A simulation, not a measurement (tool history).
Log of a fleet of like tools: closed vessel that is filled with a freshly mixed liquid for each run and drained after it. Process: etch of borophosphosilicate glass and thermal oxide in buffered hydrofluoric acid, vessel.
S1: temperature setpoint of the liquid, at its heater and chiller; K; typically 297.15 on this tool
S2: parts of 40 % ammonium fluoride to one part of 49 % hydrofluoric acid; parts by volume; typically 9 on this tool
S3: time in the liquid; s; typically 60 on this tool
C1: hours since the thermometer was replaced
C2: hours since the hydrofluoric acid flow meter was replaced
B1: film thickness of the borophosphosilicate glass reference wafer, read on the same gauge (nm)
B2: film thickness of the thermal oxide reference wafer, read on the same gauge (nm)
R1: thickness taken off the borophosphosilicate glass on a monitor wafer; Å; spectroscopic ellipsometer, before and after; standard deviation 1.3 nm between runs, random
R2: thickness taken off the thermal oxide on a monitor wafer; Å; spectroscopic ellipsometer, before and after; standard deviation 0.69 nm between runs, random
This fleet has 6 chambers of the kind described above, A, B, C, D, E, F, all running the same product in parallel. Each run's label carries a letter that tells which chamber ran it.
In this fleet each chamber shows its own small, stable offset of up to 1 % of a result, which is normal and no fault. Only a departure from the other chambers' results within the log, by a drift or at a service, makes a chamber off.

| run | day | S1 | S2 | S3 | C1 | C2 | B1 | B2 | R1 | R2 |
|---|---|---|---|---|---|---|---|---|---|---|
| 1A | 0.579 | 297.15 | 9 | 60 | 717.4 | 804.6 | 80.066 | 150 | 1722.8 | 759.16 |
| 2F | 0.917 | 297.15 | 9 | 60 | 1726.1 | 1435.4 | 79.97 | 150 | 1716.8 | 721.06 |
| 3D | 1.388 | 297.15 | 9 | 60 | 1243.7 | 121.8 | 79.971 | 150 | 1688.2 | 742.45 |
|  | 1.721 | chamber C: thermometer replaced |
| 4C | 1.783 | 297.15 | 9 | 60 | 1.5 | 737.6 | 79.96 | 150 | 1729.8 | 730.33 |
| 5B | 2.379 | 297.15 | 9 | 60 | 2284.6 | 2133.3 | 79.995 | 149.98 | 1693.2 | 745.55 |
| 6E | 2.812 | 297.15 | 9 | 60 | 554.7 | 1637.9 | 80.048 | 150.01 | 1724 | 742.67 |
| 7D | 3.362 | 297.15 | 7.5 | 40 | 1291.1 | 169.2 | 79.997 | 150 | 1368.1 | 590.21 |
| 8E | 3.675 | 297.15 | 7.5 | 40 | 575.4 | 1658.6 | 79.974 | 150 | 1407.3 | 610.06 |
| 9A | 4.183 | 297.15 | 7.5 | 40 | 803.9 | 891.1 | 80.036 | 149.99 | 1400.3 | 605.14 |
| 10F | 4.571 | 297.15 | 7.5 | 40 | 1813.8 | 1523.1 | 79.998 | 150.02 | 1416 | 604.54 |
| 11C | 4.862 | 297.15 | 7.5 | 40 | 75.4 | 811.5 | 80.008 | 150 | 1404.9 | 594.78 |
|  | 5.188 | chamber B: hydrofluoric acid flow meter replaced |
| 12B | 5.371 | 297.15 | 7.5 | 40 | 2356.4 | 4.5 | 79.933 | 149.99 | 1411 | 602.46 |
| 13C | 5.992 | 297.15 | 9 | 60 | 102.5 | 838.6 | 79.977 | 150 | 1716.5 | 743.36 |
|  | 6.379 | chamber E: thermometer replaced |
| 14F | 6.596 | 297.15 | 9 | 60 | 1862.4 | 1571.7 | 80.031 | 150.01 | 1730.8 | 736.98 |
| 15B | 6.954 | 297.15 | 9 | 60 | 2394.4 | 42.5 | 79.992 | 149.98 | 1712.8 | 756.91 |
| 16A | 7.362 | 297.15 | 9 | 60 | 880.2 | 967.4 | 79.981 | 150.01 | 1701.1 | 739.61 |
| 17E | 7.783 | 297.15 | 9 | 60 | 33.8 | 1757.2 | 79.989 | 150 | 1687.7 | 741.58 |
| 18D | 8.338 | 297.15 | 9 | 60 | 1410.5 | 288.6 | 79.977 | 150.01 | 1690.6 | 733.34 |
| 19D | 8.746 | 297.15 | 9 | 60 | 1420.3 | 298.4 | 80.005 | 149.99 | 1706.3 | 749.3 |
| 20F | 9.025 | 297.15 | 12 | 60 | 1920.7 | 1630 | 80.017 | 150 | 1324.5 | 572.86 |
| 21B | 9.604 | 297.15 | 12 | 60 | 2458 | 106.1 | 80.03 | 150 | 1318.4 | 582.62 |
| 22C | 9.938 | 297.15 | 12 | 60 | 197.2 | 933.3 | 80.014 | 150 | 1346.7 | 578.09 |
|  | 10.071 | chamber B: thermometer replaced |
| 23E | 10.492 | 297.15 | 12 | 60 | 98.8 | 1822.2 | 80.014 | 149.99 | 1328.7 | 580.26 |
| 24A | 10.954 | 297.15 | 12 | 60 | 966.4 | 1053.6 | 79.985 | 149.99 | 1348.3 | 584.6 |
|  | 11.271 | chamber A: thermometer replaced |
| 25F | 11.546 | 297.15 | 12 | 60 | 1981.2 | 1690.5 | 79.982 | 150 | 1334.5 | 576.1 |
| 26D | 12.079 | 297.15 | 9 | 60 | 1500.3 | 378.4 | 80.007 | 150 | 1707.6 | 737.24 |
| 27A | 12.538 | 297.15 | 11.5 | 45 | 30.4 | 1091.6 | 80 | 150 | 1053 | 458.9 |
| 28E | 12.846 | 297.15 | 11.5 | 45 | 155.3 | 1878.7 | 80.074 | 150.01 | 1047 | 453.97 |
| 29B | 13.15 | 297.15 | 11.5 | 45 | 73.9 | 191.2 | 79.984 | 150 | 1039 | 451.88 |
| 30C | 13.508 | 297.15 | 11.5 | 45 | 282.9 | 1019 | 79.968 | 149.99 | 1058.2 | 461.19 |
| 31D | 13.85 | 297.15 | 11.5 | 45 | 1542.8 | 420.9 | 80.002 | 150 | 1048.2 | 447.29 |
|  | 14.304 | chamber A: hydrofluoric acid flow meter replaced |
| 32A | 14.467 | 297.15 | 11.5 | 45 | 76.7 | 3.9 | 80.029 | 150 | 1055.6 | 456.72 |
| 33F | 15.033 | 297.15 | 9 | 60 | 2064.9 | 1774.2 | 80.017 | 150.01 | 1705.8 | 729.7 |
| 34C | 15.508 | 297.15 | 9 | 60 | 330.9 | 1067 | 80.006 | 149.99 | 1700.5 | 745.27 |
| 35E | 16.112 | 297.15 | 9 | 60 | 233.7 | 1957.1 | 79.99 | 149.98 | 1704.6 | 751.98 |
| 36B | 16.696 | 297.15 | 6 | 90 | 159 | 276.3 | 79.986 | 150 | 3894.2 | 1656.5 |
| 37B | 17.1 | 297.15 | 6 | 90 | 168.7 | 286 | 80.024 | 150 | 3872.7 | 1677.1 |
| 38F | 17.567 | 297.15 | 6 | 90 | 2125.7 | 1835 | 79.985 | 149.99 | 3880.8 | 1648.2 |
| 39A | 17.908 | 297.15 | 6 | 90 | 159.3 | 86.5 | 79.996 | 150 | 3868 | 1631.3 |
| 40D | 18.292 | 297.15 | 6 | 90 | 1649.4 | 527.5 | 79.996 | 150.01 | 3801.9 | 1643.4 |
| 41E | 18.679 | 297.15 | 6 | 90 | 295.3 | 2018.7 | 79.992 | 149.99 | 3827.7 | 1664.4 |
| 42C | 19.254 | 301.15 | 9 | 75 | 420.8 | 1156.9 | 80.004 | 150 | 2676.7 | 1161.2 |
| 43A | 19.675 | 301.15 | 9 | 75 | 201.7 | 128.9 | 79.969 | 149.99 | 2656.3 | 1145.7 |
| 44C | 20.262 | 301.15 | 9 | 75 | 445 | 1181.1 | 79.96 | 149.98 | 2675.8 | 1150.6 |

Next, all 6 chambers run the settings below, one line each with question marks for the results. What does each chamber give?
| 45A | 20.708 | 297.15 | 9 | 60 |  |  |  |  | ? | ? |
| 45B | 20.708 | 297.15 | 9 | 60 |  |  |  |  | ? | ? |
| 45C | 20.708 | 297.15 | 9 | 60 |  |  |  |  | ? | ? |
| 45D | 20.708 | 297.15 | 9 | 60 |  |  |  |  | ? | ? |
| 45E | 20.708 | 297.15 | 9 | 60 |  |  |  |  | ? | ? |
| 45F | 20.708 | 297.15 | 9 | 60 |  |  |  |  | ? | ? |

| run | R1 | R2 |
|---|---|---|
| 45A | 1717.6 | 743.49 |
| 45B | 1704 | 741.63 |
| 45C | 1722.2 | 732.58 |
| 45D | 1673.9 | 738.96 |
| 45E | 1688.8 | 738.71 |
| 45F | 1710.1 | 745.34 |
